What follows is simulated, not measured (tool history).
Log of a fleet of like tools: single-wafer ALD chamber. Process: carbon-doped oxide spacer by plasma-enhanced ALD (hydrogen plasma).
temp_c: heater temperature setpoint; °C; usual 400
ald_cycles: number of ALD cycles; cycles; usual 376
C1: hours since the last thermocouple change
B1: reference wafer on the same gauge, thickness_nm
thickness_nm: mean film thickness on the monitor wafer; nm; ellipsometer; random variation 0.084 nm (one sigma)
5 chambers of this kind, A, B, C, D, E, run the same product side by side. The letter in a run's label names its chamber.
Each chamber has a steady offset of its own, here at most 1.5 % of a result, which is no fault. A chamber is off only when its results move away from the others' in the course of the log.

{"run": "1B", "hour": 9.3, "temp_c": 400, "ald_cycles": 376, "C1": 1000.6, "B1": 15.213, "thickness_nm": 18.907}
{"run": "2D", "hour": 25.0, "temp_c": 400, "ald_cycles": 376, "C1": 1259.7, "B1": 15.214, "thickness_nm": 18.498}
{"run": "3C", "hour": 33.8, "temp_c": 400, "ald_cycles": 376, "C1": 1859.4, "B1": 15.191, "thickness_nm": 18.847}
{"run": "4A", "hour": 48.3, "temp_c": 400, "ald_cycles": 376, "C1": 710.7, "B1": 15.206, "thickness_nm": 18.439}
{"run": "5E", "hour": 62.6, "temp_c": 400, "ald_cycles": 376, "C1": 1015.3, "B1": 15.21, "thickness_nm": 19.017}
{"run": "6C", "hour": 71.6, "temp_c": 400, "ald_cycles": 376, "C1": 1897.2, "B1": 15.203, "thickness_nm": 18.796}
{"run": "7D", "hour": 82.9, "temp_c": 400, "ald_cycles": 376, "C1": 1317.6, "B1": 15.196, "thickness_nm": 18.652}
{"hour": 85.3, "done": "chamber D: thermocouple changed; heater temperature recalibrated"}
{"run": "8B", "hour": 94.9, "temp_c": 400, "ald_cycles": 376, "C1": 1086.2, "B1": 15.187, "thickness_nm": 18.772}
{"run": "9A", "hour": 110.3, "temp_c": 405, "ald_cycles": 402, "C1": 772.7, "B1": 15.203, "thickness_nm": 19.614}
{"run": "10E", "hour": 122.1, "temp_c": 405, "ald_cycles": 402, "C1": 1074.8, "B1": 15.204, "thickness_nm": 20.134}
{"run": "11D", "hour": 134.4, "temp_c": 405, "ald_cycles": 402, "C1": 49.1, "B1": 15.188, "thickness_nm": 19.584}
{"run": "12A", "hour": 150.8, "temp_c": 405, "ald_cycles": 402, "C1": 813.2, "B1": 15.208, "thickness_nm": 19.556}
{"run": "13B", "hour": 158.5, "temp_c": 405, "ald_cycles": 402, "C1": 1149.8, "B1": 15.216, "thickness_nm": 19.75}
{"run": "14E", "hour": 169.2, "temp_c": 400, "ald_cycles": 376, "C1": 1121.9, "B1": 15.192, "thickness_nm": 19.029}
{"run": "15C", "hour": 176.7, "temp_c": 400, "ald_cycles": 376, "C1": 2002.3, "B1": 15.194, "thickness_nm": 18.891}
{"run": "16D", "hour": 188.0, "temp_c": 400, "ald_cycles": 376, "C1": 102.7, "B1": 15.194, "thickness_nm": 18.664}
{"hour": 189.7, "done": "chamber E: thermocouple changed; heater temperature recalibrated"}
{"run": "17E", "hour": 196.0, "temp_c": 400, "ald_cycles": 376, "C1": 6.4, "B1": 15.192, "thickness_nm": 19.041}
{"run": "18C", "hour": 207.1, "temp_c": 400, "ald_cycles": 376, "C1": 2032.7, "B1": 15.198, "thickness_nm": 18.995}
{"run": "19B", "hour": 221.3, "temp_c": 400, "ald_cycles": 376, "C1": 1212.6, "B1": 15.209, "thickness_nm": 18.72}
{"hour": 230.0, "done": "chamber C: thermocouple changed; heater temperature recalibrated"}
{"run": "20A", "hour": 237.6, "temp_c": 400, "ald_cycles": 376, "C1": 900, "B1": 15.226, "thickness_nm": 18.484}
{"run": "21E", "hour": 250.1, "temp_c": 408, "ald_cycles": 398, "C1": 60.5, "B1": 15.197, "thickness_nm": 19.582}
{"run": "22C", "hour": 266.3, "temp_c": 408, "ald_cycles": 398, "C1": 36.4, "B1": 15.218, "thickness_nm": 19.375}
{"run": "23D", "hour": 275.5, "temp_c": 408, "ald_cycles": 398, "C1": 190.2, "B1": 15.219, "thickness_nm": 19.219}
{"run": "24B", "hour": 285.2, "temp_c": 408, "ald_cycles": 398, "C1": 1276.5, "B1": 15.203, "thickness_nm": 19.372}
{"run": "25A", "hour": 292.9, "temp_c": 408, "ald_cycles": 398, "C1": 955.3, "B1": 15.192, "thickness_nm": 18.991}
{"run": "26A", "hour": 307.2, "temp_c": 400, "ald_cycles": 376, "C1": 969.6, "B1": 15.213, "thickness_nm": 18.507}
{"run": "27B", "hour": 317.2, "temp_c": 400, "ald_cycles": 376, "C1": 1308.5, "B1": 15.208, "thickness_nm": 18.795}
{"run": "28C", "hour": 329.0, "temp_c": 400, "ald_cycles": 376, "C1": 99.1, "B1": 15.201, "thickness_nm": 18.861}
{"run": "29E", "hour": 341.3, "temp_c": 411, "ald_cycles": 376, "C1": 151.7, "B1": 15.187, "thickness_nm": 18.422}
{"hour": 352.9, "done": "chamber A: thermocouple changed; heater temperature recalibrated"}
{"run": "30D", "hour": 354.5, "temp_c": 411, "ald_cycles": 376, "C1": 269.2, "B1": 15.206, "thickness_nm": 18.065}
{"run": "31E", "hour": 370.3, "temp_c": 411, "ald_cycles": 376, "C1": 180.7, "B1": 15.207, "thickness_nm": 18.368}
{"run": "32C", "hour": 385.0, "temp_c": 411, "ald_cycles": 376, "C1": 155.1, "B1": 15.186, "thickness_nm": 18.246}
{"run": "33D", "hour": 399.4, "temp_c": 411, "ald_cycles": 376, "C1": 314.1, "B1": 15.201, "thickness_nm": 18.049}
{"run": "34A", "hour": 410.0, "temp_c": 400, "ald_cycles": 376, "C1": 57.2, "B1": 15.216, "thickness_nm": 18.491}
{"run": "35B", "hour": 418.3, "temp_c": 400, "ald_cycles": 376, "C1": 1409.6, "B1": 15.194, "thickness_nm": 18.895}

Next, every chamber runs the same settings. What will each give?
{"run": "36A", "hour": 430.0, "temp_c": 407, "ald_cycles": 376, "thickness_nm": "?"}
{"run": "36B", "hour": 430.0, "temp_c": 407, "ald_cycles": 376, "thickness_nm": "?"}
{"run": "36C", "hour": 430.0, "temp_c": 407, "ald_cycles": 376, "thickness_nm": "?"}
{"run": "36D", "hour": 430.0, "temp_c": 407, "ald_cycles": 376, "thickness_nm": "?"}
{"run": "36E", "hour": 430.0, "temp_c": 407, "ald_cycles": 376, "thickness_nm": "?"}

run=36A thickness_nm=18.177
run=36B thickness_nm=18.467
run=36C thickness_nm=18.398
run=36D thickness_nm=18.175
run=36E thickness_nm=18.606
